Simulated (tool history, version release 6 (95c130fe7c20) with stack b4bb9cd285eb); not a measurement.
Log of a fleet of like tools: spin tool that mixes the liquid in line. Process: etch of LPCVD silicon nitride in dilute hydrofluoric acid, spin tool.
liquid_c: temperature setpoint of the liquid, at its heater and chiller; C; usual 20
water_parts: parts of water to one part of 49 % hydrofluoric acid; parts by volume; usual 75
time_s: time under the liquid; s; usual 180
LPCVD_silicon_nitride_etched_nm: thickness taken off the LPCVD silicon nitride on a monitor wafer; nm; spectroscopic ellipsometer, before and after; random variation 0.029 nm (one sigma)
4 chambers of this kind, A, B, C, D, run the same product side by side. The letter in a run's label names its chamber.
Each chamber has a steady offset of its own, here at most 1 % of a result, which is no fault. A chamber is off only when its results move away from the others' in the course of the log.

run   hour  liquid_c  water_parts  time_s  read-back film thickness of the LPCVD silicon nitride reference wafer, read on the same gauge (nm)  LPCVD_silicon_nitride_etched_nm
 1B   10.3        20           75     180                                                                                              29.995                          0.89211
 2C   17.5        20           75     180                                                                                              30.002                            0.917
 3D   28.3        20           75     180                                                                                              30.008                          0.85261
 4A   37.7        20           75     180                                                                                              30.004                          0.87464
 5D   46.3        20           75     180                                                                                              30.009                          0.93705
 6A     61        20           75     180                                                                                              29.994                          0.90779
 7B   74.7        20           75     180                                                                                              29.998                          0.88193
 8C   86.5        20           75     180                                                                                              30.001                          0.95758
 9C   93.5        20           75     180                                                                                              30.005                          0.94832
10D  100.3        20           75     280                                                                                              30.004                           1.4543
11A  108.9        20           75     280                                                                                              30.006                            1.419
     111.7  -- chamber C: hydrofluoric acid flow meter replaced
12B  118.5        20           75     280                                                                                              30.003                           1.4691
13C  125.5        20           75     280                                                                                              29.987                           1.5175
14D  135.7        20           75     180                                                                                              29.999                          0.91517
15B  146.9        20           75     180                                                                                               30.01                          0.94858
16A  160.8        20           75     180                                                                                              30.001                          0.92075
17D  174.5        20           75     180                                                                                                  30                          0.93278
18B  183.6        20           75     180                                                                                              30.012                          0.85583
19C    197        20           75     180                                                                                              30.018                           0.8719
20A  204.2        20           75     180                                                                                              30.009                           1.0043
21D  217.9        20           75     180                                                                                              29.994                          0.88087
22A  227.8        20           75     180                                                                                              30.002                           0.9845
23C  234.4        20           75     180                                                                                              29.984                          0.92689
24B  248.7        20           75     180                                                                                              30.001                          0.90172
25C  259.2        20           75     180                                                                                              30.001                          0.93471
26D  265.7        20           75     180                                                                                              29.999                          0.91947
27A  274.2        20           75     180                                                                                               30.01                          0.99519
28B  282.6        20           75     180                                                                                              30.001                          0.87573
29B  294.6        20           75     180                                                                                              30.021                          0.93503
     300.4  -- chamber A: hydrofluoric acid flow meter replaced
       302  -- chamber B: hydrofluoric acid flow meter replaced
30A    307        20           75     180                                                                                              30.012                           1.0467
31C  314.1        20           75     180                                                                                              30.008                          0.88664
32D    321        20           75     180                                                                                              30.003                           0.9121
33B  333.1        17           35     180                                                                                              29.989                           1.5771
34D  340.7        17           35     180                                                                                              30.009                           1.5368
35A    351        17           35     180                                                                                              29.977                           1.8601
36C  363.2        17           35     180                                                                                              30.001                           1.5842
37C  369.9        25           75     180                                                                                              30.009                           1.2943
38B  382.5        25           75     180                                                                                              30.016                            1.294
39D  396.8        25           75     180                                                                                              29.991                           1.2612
40A  403.9        25           75     180                                                                                              29.999                           1.4154

Next, every chamber runs the same settings. What will each give?
41A  414.4        20           75     180                                                                                                                                    ?
41B  414.4        20           75     180                                                                                                                                    ?
41C  414.4        20           75     180                                                                                                                                    ?
41D  414.4        20           75     180                                                                                                                                    ?

run  LPCVD_silicon_nitride_etched_nm
41A                           1.1294
41B                          0.91734
41C                           1.0067
41D                          0.84906
